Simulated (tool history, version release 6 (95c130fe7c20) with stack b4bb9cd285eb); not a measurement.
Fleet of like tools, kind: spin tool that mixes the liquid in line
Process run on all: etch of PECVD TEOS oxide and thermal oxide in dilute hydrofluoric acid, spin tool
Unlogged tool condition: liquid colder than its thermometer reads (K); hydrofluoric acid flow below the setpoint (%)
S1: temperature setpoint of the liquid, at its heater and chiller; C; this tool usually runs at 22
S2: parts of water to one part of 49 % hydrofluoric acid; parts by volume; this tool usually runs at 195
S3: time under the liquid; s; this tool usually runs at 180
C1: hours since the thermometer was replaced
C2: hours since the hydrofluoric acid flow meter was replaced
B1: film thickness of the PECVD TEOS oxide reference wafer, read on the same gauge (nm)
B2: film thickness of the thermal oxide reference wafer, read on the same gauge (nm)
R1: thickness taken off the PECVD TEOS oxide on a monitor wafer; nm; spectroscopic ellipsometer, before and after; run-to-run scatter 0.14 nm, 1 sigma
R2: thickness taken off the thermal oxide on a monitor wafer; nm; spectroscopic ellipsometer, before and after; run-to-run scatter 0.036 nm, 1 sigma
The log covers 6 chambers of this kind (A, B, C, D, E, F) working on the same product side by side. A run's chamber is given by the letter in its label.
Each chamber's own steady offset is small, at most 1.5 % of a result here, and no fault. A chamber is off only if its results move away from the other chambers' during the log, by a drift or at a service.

{"run": "1E", "hour": 5.5, "S1": 22, "S2": 195, "S3": 180, "C1": 1046.2, "C2": 645.9, "B1": 80.029, "B2": 139.98, "R1": 18.207, "R2": 3.668}
{"run": "2A", "hour": 10.3, "S1": 22, "S2": 195, "S3": 180, "C1": 59.2, "C2": 28.2, "B1": 80.004, "B2": 140.03, "R1": 18.407, "R2": 3.6254}
{"run": "3D", "hour": 13.2, "S1": 22, "S2": 195, "S3": 180, "C1": 788.2, "C2": 652.3, "B1": 80.01, "B2": 140.01, "R1": 18.537, "R2": 3.719}
{"run": "4C", "hour": 16.7, "S1": 22, "S2": 195, "S3": 180, "C1": 1682.2, "C2": 270.7, "B1": 80.022, "B2": 140.01, "R1": 18.686, "R2": 3.6883}
{"run": "5B", "hour": 21.9, "S1": 22, "S2": 195, "S3": 180, "C1": 1478.8, "C2": 46.2, "B1": 79.99, "B2": 140.08, "R1": 18.485, "R2": 3.7385}
{"run": "6F", "hour": 26.2, "S1": 22, "S2": 195, "S3": 180, "C1": 541.9, "C2": 873.1, "B1": 79.988, "B2": 140.0, "R1": 18.607, "R2": 3.6985}
{"run": "7F", "hour": 29.5, "S1": 22, "S2": 195, "S3": 180, "C1": 545.2, "C2": 876.4, "B1": 80.009, "B2": 139.97, "R1": 18.399, "R2": 3.7379}
{"run": "8E", "hour": 33.9, "S1": 22, "S2": 195, "S3": 180, "C1": 1074.6, "C2": 674.3, "B1": 80.007, "B2": 139.95, "R1": 18.375, "R2": 3.7238}
{"hour": 38.5, "done": "chamber B: thermometer replaced"}
{"run": "9A", "hour": 39.3, "S1": 22, "S2": 195, "S3": 180, "C1": 88.2, "C2": 57.2, "B1": 79.993, "B2": 139.99, "R1": 18.432, "R2": 3.6856}
{"run": "10B", "hour": 44.6, "S1": 22, "S2": 195, "S3": 180, "C1": 6.2, "C2": 68.9, "B1": 80.009, "B2": 140.03, "R1": 18.434, "R2": 3.6417}
{"run": "11D", "hour": 50.4, "S1": 22, "S2": 195, "S3": 180, "C1": 825.4, "C2": 689.5, "B1": 80.019, "B2": 140.04, "R1": 18.679, "R2": 3.7169}
{"hour": 51.0, "done": "chamber D: hydrofluoric acid flow meter replaced"}
{"run": "12C", "hour": 54.7, "S1": 18, "S2": 195, "S3": 255, "C1": 1720.2, "C2": 308.7, "B1": 80.006, "B2": 140.03, "R1": 22.432, "R2": 4.471}
{"run": "13C", "hour": 58.8, "S1": 18, "S2": 195, "S3": 255, "C1": 1724.3, "C2": 312.8, "B1": 80.015, "B2": 140.02, "R1": 22.363, "R2": 4.4165}
{"run": "14F", "hour": 62.5, "S1": 18, "S2": 195, "S3": 255, "C1": 578.2, "C2": 909.4, "B1": 79.986, "B2": 139.94, "R1": 22.751, "R2": 4.4527}
{"run": "15E", "hour": 66.4, "S1": 18, "S2": 195, "S3": 255, "C1": 1107.1, "C2": 706.8, "B1": 80.0, "B2": 140.01, "R1": 22.146, "R2": 4.3822}
{"run": "16D", "hour": 69.4, "S1": 18, "S2": 195, "S3": 255, "C1": 844.4, "C2": 18.4, "B1": 79.989, "B2": 140.0, "R1": 22.506, "R2": 4.4362}
{"run": "17B", "hour": 73.0, "S1": 18, "S2": 195, "S3": 255, "C1": 34.6, "C2": 97.3, "B1": 79.995, "B2": 140.0, "R1": 22.77, "R2": 4.3937}
{"run": "18A", "hour": 77.3, "S1": 22, "S2": 195, "S3": 180, "C1": 126.2, "C2": 95.2, "B1": 79.976, "B2": 140.01, "R1": 18.535, "R2": 3.7125}
{"run": "19D", "hour": 82.2, "S1": 22, "S2": 195, "S3": 180, "C1": 857.2, "C2": 31.2, "B1": 79.983, "B2": 140.06, "R1": 18.472, "R2": 3.6976}
{"run": "20C", "hour": 85.7, "S1": 22, "S2": 195, "S3": 180, "C1": 1751.2, "C2": 339.7, "B1": 80.022, "B2": 140.03, "R1": 18.317, "R2": 3.6555}
{"run": "21A", "hour": 91.8, "S1": 22, "S2": 120, "S3": 240, "C1": 140.7, "C2": 109.7, "B1": 80.017, "B2": 139.98, "R1": 43.393, "R2": 8.5144}
{"run": "22E", "hour": 95.6, "S1": 22, "S2": 120, "S3": 240, "C1": 1136.3, "C2": 736.0, "B1": 79.999, "B2": 139.95, "R1": 43.215, "R2": 8.7955}
{"run": "23F", "hour": 101.4, "S1": 22, "S2": 120, "S3": 240, "C1": 617.1, "C2": 948.3, "B1": 79.98, "B2": 140.03, "R1": 44.238, "R2": 8.7524}
{"run": "24B", "hour": 104.9, "S1": 22, "S2": 120, "S3": 240, "C1": 66.5, "C2": 129.2, "B1": 79.995, "B2": 139.99, "R1": 43.219, "R2": 8.615}
{"run": "25B", "hour": 108.2, "S1": 22, "S2": 120, "S3": 240, "C1": 69.8, "C2": 132.5, "B1": 80.002, "B2": 139.99, "R1": 43.44, "R2": 8.7473}
{"run": "26C", "hour": 114.3, "S1": 22, "S2": 120, "S3": 240, "C1": 1779.8, "C2": 368.3, "B1": 80.009, "B2": 140.0, "R1": 42.421, "R2": 8.3705}
{"run": "27E", "hour": 118.7, "S1": 22, "S2": 195, "S3": 180, "C1": 1159.4, "C2": 759.1, "B1": 79.989, "B2": 140.0, "R1": 17.992, "R2": 3.5929}
{"run": "28D", "hour": 121.8, "S1": 22, "S2": 195, "S3": 180, "C1": 896.8, "C2": 70.8, "B1": 80.002, "B2": 140.02, "R1": 18.755, "R2": 3.6868}
{"run": "29A", "hour": 124.8, "S1": 22, "S2": 195, "S3": 180, "C1": 173.7, "C2": 142.7, "B1": 80.005, "B2": 140.03, "R1": 18.682, "R2": 3.6317}
{"run": "30F", "hour": 129.6, "S1": 22, "S2": 155, "S3": 120, "C1": 645.3, "C2": 976.5, "B1": 80.001, "B2": 140.02, "R1": 16.161, "R2": 3.2341}
{"run": "31B", "hour": 132.5, "S1": 22, "S2": 155, "S3": 120, "C1": 94.1, "C2": 156.8, "B1": 80.002, "B2": 139.97, "R1": 16.187, "R2": 3.1887}
{"run": "32F", "hour": 137.9, "S1": 22, "S2": 155, "S3": 120, "C1": 653.6, "C2": 984.8, "B1": 80.016, "B2": 139.99, "R1": 16.512, "R2": 3.2161}
{"run": "33A", "hour": 143.0, "S1": 22, "S2": 155, "S3": 120, "C1": 191.9, "C2": 160.9, "B1": 79.995, "B2": 139.96, "R1": 16.01, "R2": 3.2397}
{"run": "34E", "hour": 147.6, "S1": 22, "S2": 155, "S3": 120, "C1": 1188.3, "C2": 788.0, "B1": 79.983, "B2": 140.02, "R1": 15.985, "R2": 3.2232}
{"run": "35D", "hour": 152.0, "S1": 22, "S2": 155, "S3": 120, "C1": 927.0, "C2": 101.0, "B1": 79.992, "B2": 140.01, "R1": 16.095, "R2": 3.1635}
{"run": "36C", "hour": 156.5, "S1": 22, "S2": 195, "S3": 180, "C1": 1822.0, "C2": 410.5, "B1": 79.998, "B2": 140.02, "R1": 17.752, "R2": 3.4999}
{"run": "37D", "hour": 160.3, "S1": 22, "S2": 195, "S3": 180, "C1": 935.3, "C2": 109.3, "B1": 79.979, "B2": 140.04, "R1": 18.504, "R2": 3.7503}
{"run": "38A", "hour": 166.0, "S1": 22, "S2": 195, "S3": 180, "C1": 214.9, "C2": 183.9, "B1": 80.017, "B2": 139.96, "R1": 18.807, "R2": 3.7095}
{"run": "39C", "hour": 169.2, "S1": 22, "S2": 195, "S3": 180, "C1": 1834.7, "C2": 423.2, "B1": 80.012, "B2": 140.04, "R1": 17.574, "R2": 3.4966}
{"run": "40E", "hour": 172.0, "S1": 22, "S2": 250, "S3": 180, "C1": 1212.7, "C2": 812.4, "B1": 79.995, "B2": 140.04, "R1": 13.445, "R2": 2.7385}
{"run": "41F", "hour": 174.9, "S1": 22, "S2": 250, "S3": 180, "C1": 690.6, "C2": 1021.8, "B1": 80.003, "B2": 139.99, "R1": 13.612, "R2": 2.7469}
{"run": "42B", "hour": 180.8, "S1": 22, "S2": 250, "S3": 180, "C1": 142.4, "C2": 205.1, "B1": 80.009, "B2": 140.0, "R1": 13.525, "R2": 2.7127}
{"run": "43A", "hour": 184.4, "S1": 22, "S2": 250, "S3": 180, "C1": 233.3, "C2": 202.3, "B1": 79.993, "B2": 139.96, "R1": 13.656, "R2": 2.7763}

Has any chamber moved away from the others, gradually or after a service, or does the common gauge drift, or do the chambers differ only by their own small steady offsets? State the chamber and the most likely cause if one applies.

Chamber C drifts away from the others.
What lies behind it: hydrofluoric acid flow below the setpoint (%) = 5.54.
The log may not separate it from: liquid colder than its thermometer reads (K).

Below are 4 candidate recipes for chamber C's next run, each the usual settings with a change, their results shown as question marks. Which of them brings C's results back in line with what the other chambers give on the usual settings?
A result is in line if it is within this distance of the other chambers' mean on the usual settings: R1 0.500 nm; R2 0.1300 nm
{"run": "44C-1", "hour": 188.9, "S1": 22, "S2": 185, "S3": 195, "R1": "?", "R2": "?"}
{"run": "44C-2", "hour": 188.9, "S1": 22, "S2": 190, "S3": 185, "R1": "?", "R2": "?"}
{"run": "44C-3", "hour": 188.9, "S1": 22, "S2": 200, "S3": 175, "R1": "?", "R2": "?"}
{"run": "44C-4", "hour": 188.9, "S1": 22, "S2": 205, "S3": 165, "R1": "?", "R2": "?"}

Usual-settings mean across the other chambers: R1 18.538 nm; R2 3.6734 nm
run=44C-1 R1=20.102 R2=3.9829
run=44C-2 R1=18.471 R2=3.6597
run=44C-3 R1=16.426 R2=3.2545
run=44C-4 R1=15.032 R2=2.9783
44C-2 brings the chamber back in line.

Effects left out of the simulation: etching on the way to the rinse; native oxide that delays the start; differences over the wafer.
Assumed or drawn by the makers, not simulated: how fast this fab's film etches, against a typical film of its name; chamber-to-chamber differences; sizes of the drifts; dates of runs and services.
